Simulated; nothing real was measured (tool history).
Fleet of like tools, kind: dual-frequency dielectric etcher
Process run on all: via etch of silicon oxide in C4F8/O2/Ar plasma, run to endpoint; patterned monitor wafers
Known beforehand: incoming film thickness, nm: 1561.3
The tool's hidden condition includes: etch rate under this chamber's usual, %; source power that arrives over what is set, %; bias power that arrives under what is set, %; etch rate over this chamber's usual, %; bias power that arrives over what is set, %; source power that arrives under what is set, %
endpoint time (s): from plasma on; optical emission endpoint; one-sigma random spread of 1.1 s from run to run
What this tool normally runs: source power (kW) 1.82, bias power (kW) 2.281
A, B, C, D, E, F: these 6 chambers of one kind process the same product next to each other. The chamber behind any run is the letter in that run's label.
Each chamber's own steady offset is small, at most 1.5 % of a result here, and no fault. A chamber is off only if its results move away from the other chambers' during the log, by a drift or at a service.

| run | hour | source power (kW) | bias power (kW) | hours since the last wet clean | hours since the last source power generator calibration | hours since the last bias power generator calibration | endpoint time (s) |
|---|---|---|---|---|---|---|---|
| 1A | 4.2 | 1.82 | 2.281 | 206.3 | 827.5 | 1729.1 | 310.46 |
| 2F | 8.2 | 1.82 | 2.281 | 54.6 | 2763.1 | 4051.8 | 307.34 |
| 3E | 14.1 | 1.82 | 2.281 | 21.2 | 592.7 | 2743.1 | 308.09 |
| 4C | 18.9 | 1.82 | 2.281 | 326.3 | 1880.2 | 765.7 | 306.54 |
| 5D | 27 | 1.82 | 2.281 | 121.9 | 2930.5 | 1119.8 | 313.47 |
| 6B | 35.4 | 1.82 | 2.281 | 117.3 | 1507.6 | 1469.1 | 309.08 |
| 7B | 41 | 2.2 | 2.538 | 122.9 | 1513.2 | 1474.7 | 277.58 |
| 8E | 45.8 | 2.2 | 2.538 | 52.9 | 624.4 | 2774.8 | 275.22 |
| 9A | 49.9 | 2.2 | 2.538 | 252 | 873.2 | 1774.8 | 281.38 |
| 10F | 54.9 | 2.2 | 2.538 | 101.3 | 2809.8 | 4098.5 | 277.28 |
| 11C | 60.8 | 2.2 | 2.538 | 368.2 | 1922.1 | 807.6 | 275.47 |
| 12D | 67.5 | 2.2 | 2.538 | 162.4 | 2971 | 1160.3 | 280.26 |
| 13D | 74.7 | 1.82 | 2.281 | 169.6 | 2978.2 | 1167.5 | 311.88 |
| 14F | 78.6 | 1.82 | 2.281 | 125 | 2833.5 | 4122.2 | 309.44 |
| 15E | 83.9 | 1.82 | 2.281 | 91 | 662.5 | 2812.9 | 306.58 |
| 16A | 88.9 | 1.82 | 2.281 | 291 | 912.2 | 1813.8 | 313.27 |
| 17B | 93.5 | 1.82 | 2.281 | 175.4 | 1565.7 | 1527.2 | 307.84 |
| 18C | 100.8 | 1.82 | 2.281 | 408.2 | 1962.1 | 847.6 | 305.37 |
|  | 101.2 | chamber C: wet clean of the chamber |
| 19D | 106.1 | 1.82 | 2.281 | 201 | 3009.6 | 1198.9 | 310.8 |
| 20F | 111.1 | 1.82 | 2.281 | 157.5 | 2866 | 4154.7 | 308.66 |
| 21B | 118.6 | 1.82 | 2.281 | 200.5 | 1590.8 | 1552.3 | 306.88 |
| 22C | 124.1 | 2.23 | 2.598 | 22.9 | 1985.4 | 870.9 | 272.23 |
| 23A | 128.7 | 2.23 | 2.598 | 330.8 | 952 | 1853.6 | 280.68 |
| 24E | 133 | 2.23 | 2.598 | 140.1 | 711.6 | 2862 | 271.69 |
| 25B | 137.8 | 2.23 | 2.598 | 219.7 | 1610 | 1571.5 | 274.57 |
| 26D | 142.5 | 2.23 | 2.598 | 237.4 | 3046 | 1235.3 | 274.38 |
| 27A | 149.3 | 2.23 | 2.598 | 351.4 | 972.6 | 1874.2 | 280.22 |
| 28E | 154.4 | 1.82 | 2.281 | 161.5 | 733 | 2883.4 | 308.32 |
| 29C | 160 | 1.82 | 2.281 | 58.8 | 2021.3 | 906.8 | 306.64 |
| 30F | 168.5 | 1.82 | 2.281 | 214.9 | 2923.4 | 4212.1 | 308.61 |
| 31A | 173 | 1.82 | 2.281 | 375.1 | 996.3 | 1897.9 | 318.93 |
| 32E | 180.8 | 1.82 | 2.281 | 187.9 | 759.4 | 2909.8 | 306.13 |
| 33F | 184.7 | 1.82 | 2.281 | 231.1 | 2939.6 | 4228.3 | 307.2 |
| 34C | 189.3 | 1.82 | 2.281 | 88.1 | 2050.6 | 936.1 | 305.91 |
| 35B | 196.7 | 1.82 | 2.281 | 278.6 | 1668.9 | 1630.4 | 306.51 |
| 36D | 201.1 | 1.82 | 2.281 | 296 | 3104.6 | 1293.9 | 311.64 |
| 37F | 204.9 | 1.82 | 2.281 | 251.3 | 2959.8 | 4248.5 | 308.89 |

Is one chamber out of step, is the gauge drifting, or do the chambers differ by no more than their own small offsets? For an off chamber, give its letter and the likeliest cause.

It is chamber A that slowly wanders off from its peers.
Cause: etch rate under this chamber's usual, % = 2.54.

Chamber A could run next with any of the 4 candidate recipes listed below; each alters the usual settings, and their results appear as question marks. Which one brings its results back in line with what the other chambers deliver on the usual settings?
In line here means within this much of the mean the other chambers give on the usual settings: endpoint time (s) 3.8
| 38A-1 | 211.2 | 1.82 | 1.994 |  |  |  | ? |
| 38A-2 | 211.2 | 2.23 | 2.281 |  |  |  | ? |
| 38A-3 | 211.2 | 1.82 | 2.568 |  |  |  | ? |
| 38A-4 | 211.2 | 1.58 | 2.057 |  |  |  | ? |

The mean the other chambers reach with the usual settings: endpoint time (s) 308.17
| run | endpoint time (s) |
|---|---|
| 38A-1 | 332.43 |
| 38A-2 | 294.91 |
| 38A-3 | 308.24 |
| 38A-4 | 348.33 |
The answer is 38A-3, which returns the chamber to within the allowed miss of the others.
